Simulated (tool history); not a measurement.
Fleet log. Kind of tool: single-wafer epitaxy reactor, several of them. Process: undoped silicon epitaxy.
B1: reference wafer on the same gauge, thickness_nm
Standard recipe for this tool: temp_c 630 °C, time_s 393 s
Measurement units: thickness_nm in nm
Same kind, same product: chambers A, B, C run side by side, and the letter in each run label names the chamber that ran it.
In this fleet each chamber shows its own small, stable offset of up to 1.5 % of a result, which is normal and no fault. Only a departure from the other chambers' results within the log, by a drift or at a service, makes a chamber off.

Run 1C, hour 12.4: usual settings; B1 47.214. Result: thickness_nm 42.136 nm.
Run 2A, hour 24.1: usual settings; B1 47.225. Result: thickness_nm 42.776 nm.
Run 3B, hour 35.8: usual settings; B1 47.235. Result: thickness_nm 42.351 nm.
Run 4B, hour 42.2: usual settings; B1 47.211. Result: thickness_nm 42.385 nm.
Run 5A, hour 51.4: usual settings but temp_c 617 °C; B1 47.229. Result: thickness_nm 31.644 nm.
Run 6C, hour 61.0: usual settings but temp_c 617 °C; B1 47.252. Result: thickness_nm 31.129 nm.
Run 7B, hour 68.7: usual settings but temp_c 617 °C; B1 47.254. Result: thickness_nm 31.288 nm.
Run 8C, hour 79.0: usual settings; B1 47.258. Result: thickness_nm 42.240 nm.
Run 9A, hour 86.9: usual settings; B1 47.264. Result: thickness_nm 42.864 nm.
Run 10C, hour 95.4: usual settings but time_s 434 s; B1 47.279. Result: thickness_nm 46.598 nm.
Run 11A, hour 102.9: usual settings but time_s 434 s; B1 47.270. Result: thickness_nm 47.367 nm.
Run 12B, hour 113.8: usual settings but time_s 434 s; B1 47.291. Result: thickness_nm 46.915 nm.
Run 13B, hour 122.3: usual settings; B1 47.296. Result: thickness_nm 42.503 nm.
Run 14C, hour 129.2: usual settings; B1 47.310. Result: thickness_nm 42.293 nm.
Run 15A, hour 135.5: usual settings; B1 47.299. Result: thickness_nm 42.825 nm.
Run 16B, hour 148.4: usual settings; B1 47.320. Result: thickness_nm 42.537 nm.
Run 17A, hour 155.8: usual settings; B1 47.328. Result: thickness_nm 42.794 nm.
Run 18C, hour 164.6: usual settings; B1 47.333. Result: thickness_nm 42.368 nm.
Run 19A, hour 173.5: usual settings but temp_c 643 °C; B1 47.331. Result: thickness_nm 57.380 nm.
Run 20C, hour 181.0: usual settings but temp_c 643 °C; B1 47.345. Result: thickness_nm 56.930 nm.
Run 21B, hour 193.6: usual settings but temp_c 643 °C; B1 47.335. Result: thickness_nm 57.245 nm.
Run 22B, hour 200.1: usual settings; B1 47.351. Result: thickness_nm 42.515 nm.
Run 23C, hour 210.1: usual settings; B1 47.370. Result: thickness_nm 42.337 nm.
Run 24A, hour 216.1: usual settings; B1 47.359. Result: thickness_nm 42.892 nm.
Run 25B, hour 223.5: usual settings; B1 47.367. Result: thickness_nm 42.627 nm.
Run 26A, hour 234.7: usual settings; B1 47.380. Result: thickness_nm 42.842 nm.
Run 27C, hour 241.0: usual settings; B1 47.385. Result: thickness_nm 42.298 nm.
Run 28C, hour 249.3: usual settings but time_s 347 s; B1 47.386. Result: thickness_nm 37.399 nm.
Run 29B, hour 260.2: usual settings but time_s 347 s; B1 47.401. Result: thickness_nm 37.613 nm.
Run 30A, hour 267.3: usual settings but time_s 347 s; B1 47.406. Result: thickness_nm 37.996 nm.
Run 31B, hour 278.5: usual settings; B1 47.408. Result: thickness_nm 42.620 nm.

Read the log: is a single chamber off, either drifting away or since a service, is the gauge that measures every chamber drifting, or is nothing wrong beyond small per-chamber offsets? Name any odd chamber and what most likely caused it.

The gauge drifts, so all chambers seem to drift together. No chamber is off.
Most likely cause: gauge reads high (%) = 0.459.

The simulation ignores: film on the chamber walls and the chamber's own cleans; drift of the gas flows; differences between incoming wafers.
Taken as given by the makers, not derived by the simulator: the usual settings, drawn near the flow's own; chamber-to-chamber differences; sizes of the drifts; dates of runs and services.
